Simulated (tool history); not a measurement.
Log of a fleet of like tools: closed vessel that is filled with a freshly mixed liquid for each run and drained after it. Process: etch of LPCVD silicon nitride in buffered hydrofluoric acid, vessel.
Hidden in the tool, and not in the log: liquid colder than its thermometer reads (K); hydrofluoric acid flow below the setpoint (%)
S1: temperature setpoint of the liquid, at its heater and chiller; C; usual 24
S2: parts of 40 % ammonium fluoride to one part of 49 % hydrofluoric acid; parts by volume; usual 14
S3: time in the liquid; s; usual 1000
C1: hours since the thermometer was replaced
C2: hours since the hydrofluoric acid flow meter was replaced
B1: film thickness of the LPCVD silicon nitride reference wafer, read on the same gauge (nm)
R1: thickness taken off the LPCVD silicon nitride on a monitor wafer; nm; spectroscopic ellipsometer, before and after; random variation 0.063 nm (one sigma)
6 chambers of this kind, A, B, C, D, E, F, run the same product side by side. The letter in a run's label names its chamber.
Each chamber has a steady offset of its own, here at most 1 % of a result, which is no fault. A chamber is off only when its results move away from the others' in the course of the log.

run   hour    S1    S2    S3      C1      C2      B1      R1
 1B    3.1    24    14  1000  1045.5   393.2  119.98  10.397
 2E      6    24    14  1000   303.4     391  120.02   10.43
 3D    9.3    24    14  1000  1867.7   592.3  119.99  10.277
 4C     15    24    14  1000   540.2    1806  119.99  10.372
 5F   17.9    24    14  1000  1131.7  1190.9  120.01   10.42
 6A   21.6    26    14  1280  1845.4   236.3  120.01  14.642
 7C   25.2    26    14  1280   550.4  1816.2  119.98  14.588
 8E   30.5    26    14  1280   327.9   415.5     120  15.081
 9D   33.7    26    14  1280  1892.1   616.7     120  14.809
      34.2  -- chamber F: hydrofluoric acid flow meter replaced
10F   36.4    26    14  1280  1150.2     2.2  120.02  14.741
11A   39.3    26    14  1280  1863.1     254  119.99  14.634
12B     43    24    14  1000  1085.4   433.1  119.99   10.27
13D   47.6    24    14  1000    1906   630.6  119.97  10.295
14B   53.6    24    14  1000    1096   443.7  120.01  10.209
15E   57.9    24    14  1000   355.3   442.9     120  10.449
16A   61.3    24  17.5   430  1885.1     276     120  3.5232
17F   64.1    24  17.5   430  1177.9    29.9  119.99   3.562
18C   69.5    24  17.5   430   594.7  1860.5  120.01  3.6059
19A   73.6    24  17.5   430  1897.4   288.3  120.01  3.5544
20F   78.8    24  17.5   430  1192.6    44.6  120.02  3.6033
21E   81.7    24  17.5   430   379.1   466.7     120  3.6036
22C   86.3    24    14  1000   611.5  1877.3  120.01  10.483
        90  -- chamber C: hydrofluoric acid flow meter replaced
23D   91.8    24    14  1000  1950.2   674.8     120  10.246
24B   97.2    24    14  1000  1139.6   487.3     120  10.102
25C  101.5    24    14  1000   626.7    11.6  120.02  10.494
26B  106.3    24    14  1000  1148.7   496.4  119.98  10.145
27E  109.4  27.5   9.5  1000   406.8   494.4     120  18.252
28D  113.3  27.5   9.5  1000  1971.7   696.3  120.01  17.802
29A  116.1  27.5   9.5  1000  1939.9   330.8     120  17.884
30F  119.8  27.5   9.5  1000  1233.6    85.6     120  17.965
31E  123.8  27.5   9.5  1000   421.2   508.8  120.01   18.34
32A  127.6  27.5   9.5  1000  1951.4   342.3  120.01  17.941
33F  131.9    24    14  1000  1245.7    97.7  120.01  10.413
34C  137.5    24    11   440   662.7    47.6     120  5.8179
35B  141.9    24    11   440  1184.3     532     120  5.6679
36D  145.8    24    11   440  2004.2   728.8  120.01  5.7704
37D  151.6    24    11   440    2010   734.6     120   5.744
38B  155.3    24    11   440  1197.7   545.4  120.02  5.6212
39E  157.9    24    11   440   455.3   542.9  120.01  5.7981
40A  160.8    24    14  1000  1984.6   375.5  120.03  10.209

Next, every chamber runs the same settings. What will each give?
41A  165.1  24  10  1000               ?
41B  165.1  24  10  1000               ?
41C  165.1  24  10  1000               ?
41D  165.1  24  10  1000               ?
41E  165.1  24  10  1000               ?
41F  165.1  24  10  1000               ?

run      R1
41A  14.336
41B  13.831
41C   14.49
41D  14.279
41E  14.601
41F  14.575
